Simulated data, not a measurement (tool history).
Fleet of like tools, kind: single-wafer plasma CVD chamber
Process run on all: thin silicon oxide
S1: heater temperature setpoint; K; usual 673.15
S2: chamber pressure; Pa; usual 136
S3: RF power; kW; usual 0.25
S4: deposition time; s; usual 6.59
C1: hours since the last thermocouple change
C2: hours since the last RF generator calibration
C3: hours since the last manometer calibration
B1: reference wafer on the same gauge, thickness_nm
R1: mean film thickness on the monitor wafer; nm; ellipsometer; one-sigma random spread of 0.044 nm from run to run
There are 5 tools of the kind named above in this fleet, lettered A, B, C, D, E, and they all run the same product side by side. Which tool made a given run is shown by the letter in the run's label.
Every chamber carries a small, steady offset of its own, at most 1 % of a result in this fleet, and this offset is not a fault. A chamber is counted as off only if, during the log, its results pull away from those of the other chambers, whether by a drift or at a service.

{"run": "1C", "day": 0.442, "S1": 673.15, "S2": 136, "S3": 0.25, "S4": 6.59, "C1": 1932.8, "C2": 1087.6, "C3": 499.6, "B1": 13.703, "R1": 13.69}
{"run": "2A", "day": 0.962, "S1": 673.15, "S2": 136, "S3": 0.25, "S4": 6.59, "C1": 1526, "C2": 1472.9, "C3": 1240.8, "B1": 13.701, "R1": 13.633}
{"day": 1.004, "done": "chamber C: RF generator calibrated"}
{"day": 1.204, "done": "chamber C: thermocouple changed; heater temperature recalibrated"}
{"run": "3D", "day": 1.467, "S1": 673.15, "S2": 136, "S3": 0.25, "S4": 6.59, "C1": 255.5, "C2": 761.8, "C3": 119.8, "B1": 13.692, "R1": 13.773}
{"day": 1.888, "done": "chamber E: capacitance manometer re-zeroed and calibrated"}
{"run": "4E", "day": 1.942, "S1": 673.15, "S2": 136, "S3": 0.25, "S4": 6.59, "C1": 1835.3, "C2": 1197.9, "C3": 1.3, "B1": 13.705, "R1": 13.813}
{"run": "5B", "day": 2.379, "S1": 673.15, "S2": 136, "S3": 0.25, "S4": 6.59, "C1": 1175.5, "C2": 178.6, "C3": 326.1, "B1": 13.693, "R1": 13.696}
{"run": "6D", "day": 3.0, "S1": 673.15, "S2": 136, "S3": 0.25, "S4": 6.59, "C1": 292.3, "C2": 798.6, "C3": 156.6, "B1": 13.708, "R1": 13.715}
{"day": 3.004, "done": "chamber B: thermocouple changed; heater temperature recalibrated"}
{"run": "7E", "day": 3.479, "S1": 673.15, "S2": 136, "S3": 0.25, "S4": 6.59, "C1": 1872.2, "C2": 1234.8, "C3": 38.2, "B1": 13.702, "R1": 13.772}
{"run": "8C", "day": 3.958, "S1": 673.15, "S2": 136, "S3": 0.25, "S4": 6.59, "C1": 66.1, "C2": 70.9, "C3": 584, "B1": 13.698, "R1": 13.55}
{"run": "9B", "day": 4.375, "S1": 673.15, "S2": 136, "S3": 0.25, "S4": 6.59, "C1": 32.9, "C2": 226.5, "C3": 374, "B1": 13.706, "R1": 13.624}
{"run": "10A", "day": 4.762, "S1": 673.15, "S2": 123, "S3": 0.25, "S4": 7.53, "C1": 1617.2, "C2": 1564.1, "C3": 1332, "B1": 13.704, "R1": 14.398}
{"day": 4.9, "done": "chamber E: thermocouple changed; heater temperature recalibrated"}
{"run": "11B", "day": 5.204, "S1": 673.15, "S2": 123, "S3": 0.25, "S4": 7.53, "C1": 52.8, "C2": 246.4, "C3": 393.9, "B1": 13.695, "R1": 14.394}
{"run": "12A", "day": 5.625, "S1": 673.15, "S2": 123, "S3": 0.25, "S4": 7.53, "C1": 1637.9, "C2": 1584.8, "C3": 1352.7, "B1": 13.702, "R1": 14.424}
{"run": "13D", "day": 6.033, "S1": 673.15, "S2": 123, "S3": 0.25, "S4": 7.53, "C1": 365.1, "C2": 871.4, "C3": 229.4, "B1": 13.697, "R1": 14.506}
{"run": "14C", "day": 6.629, "S1": 673.15, "S2": 123, "S3": 0.25, "S4": 7.53, "C1": 130.2, "C2": 135, "C3": 648.1, "B1": 13.699, "R1": 14.321}
{"run": "15E", "day": 7.275, "S1": 673.15, "S2": 136, "S3": 0.25, "S4": 6.59, "C1": 57, "C2": 1325.9, "C3": 129.3, "B1": 13.698, "R1": 13.813}
{"run": "16D", "day": 7.788, "S1": 673.15, "S2": 136, "S3": 0.25, "S4": 6.59, "C1": 407.2, "C2": 913.5, "C3": 271.5, "B1": 13.69, "R1": 13.735}
{"day": 7.854, "done": "chamber D: RF generator calibrated"}
{"day": 8.271, "done": "chamber A: capacitance manometer re-zeroed and calibrated"}
{"run": "17A", "day": 8.288, "S1": 673.15, "S2": 136, "S3": 0.25, "S4": 6.59, "C1": 1701.8, "C2": 1648.7, "C3": 0.4, "B1": 13.704, "R1": 13.744}
{"run": "18C", "day": 8.642, "S1": 673.15, "S2": 136, "S3": 0.25, "S4": 6.59, "C1": 178.5, "C2": 183.3, "C3": 696.4, "B1": 13.718, "R1": 13.586}
{"run": "19E", "day": 8.933, "S1": 673.15, "S2": 136, "S3": 0.25, "S4": 6.59, "C1": 96.8, "C2": 1365.7, "C3": 169.1, "B1": 13.701, "R1": 13.885}
{"run": "20B", "day": 9.408, "S1": 673.15, "S2": 136, "S3": 0.25, "S4": 6.59, "C1": 153.7, "C2": 347.3, "C3": 494.8, "B1": 13.705, "R1": 13.67}
{"run": "21B", "day": 9.875, "S1": 678.15, "S2": 136, "S3": 0.25, "S4": 6.59, "C1": 164.9, "C2": 358.5, "C3": 506, "B1": 13.704, "R1": 13.64}
{"run": "22A", "day": 10.396, "S1": 678.15, "S2": 136, "S3": 0.25, "S4": 6.59, "C1": 1752.4, "C2": 1699.3, "C3": 51, "B1": 13.704, "R1": 13.586}
{"run": "23D", "day": 10.904, "S1": 678.15, "S2": 136, "S3": 0.25, "S4": 6.59, "C1": 482, "C2": 73.2, "C3": 346.3, "B1": 13.695, "R1": 13.743}
{"run": "24E", "day": 11.296, "S1": 678.15, "S2": 136, "S3": 0.25, "S4": 6.59, "C1": 153.5, "C2": 1422.4, "C3": 225.8, "B1": 13.698, "R1": 13.81}
{"run": "25C", "day": 11.638, "S1": 678.15, "S2": 136, "S3": 0.25, "S4": 6.59, "C1": 250.4, "C2": 255.2, "C3": 768.3, "B1": 13.708, "R1": 13.558}
{"day": 11.758, "done": "chamber A: RF generator calibrated"}
{"run": "26B", "day": 12.017, "S1": 673.15, "S2": 136, "S3": 0.25, "S4": 6.59, "C1": 216.3, "C2": 409.9, "C3": 557.4, "B1": 13.692, "R1": 13.639}
{"run": "27D", "day": 12.362, "S1": 673.15, "S2": 147, "S3": 0.25, "S4": 6.59, "C1": 517, "C2": 108.2, "C3": 381.3, "B1": 13.689, "R1": 14.521}
{"run": "28E", "day": 12.933, "S1": 673.15, "S2": 147, "S3": 0.25, "S4": 6.59, "C1": 192.8, "C2": 1461.7, "C3": 265.1, "B1": 13.71, "R1": 14.566}
{"run": "29C", "day": 13.367, "S1": 673.15, "S2": 147, "S3": 0.25, "S4": 6.59, "C1": 291.9, "C2": 296.7, "C3": 809.8, "B1": 13.69, "R1": 14.324}
{"run": "30A", "day": 13.812, "S1": 673.15, "S2": 147, "S3": 0.25, "S4": 6.59, "C1": 1834.4, "C2": 49.3, "C3": 133, "B1": 13.703, "R1": 14.353}
{"run": "31E", "day": 14.279, "S1": 673.15, "S2": 147, "S3": 0.25, "S4": 6.59, "C1": 225.1, "C2": 1494, "C3": 297.4, "B1": 13.709, "R1": 14.52}
{"run": "32D", "day": 14.892, "S1": 673.15, "S2": 136, "S3": 0.25, "S4": 6.59, "C1": 577.7, "C2": 168.9, "C3": 442, "B1": 13.704, "R1": 13.806}
{"run": "33B", "day": 15.4, "S1": 673.15, "S2": 136, "S3": 0.25, "S4": 6.59, "C1": 297.5, "C2": 491.1, "C3": 638.6, "B1": 13.706, "R1": 13.664}
{"run": "34A", "day": 15.904, "S1": 673.15, "S2": 136, "S3": 0.25, "S4": 6.59, "C1": 1884.6, "C2": 99.5, "C3": 183.2, "B1": 13.707, "R1": 13.628}

Does one chamber stand apart from the rest, does the shared gauge drift, or is all well apart from small per-chamber offsets? Give the chamber and the most likely cause, where there is one.

All chambers stay in line apart from their small fixed offsets, and the gauge does not drift.
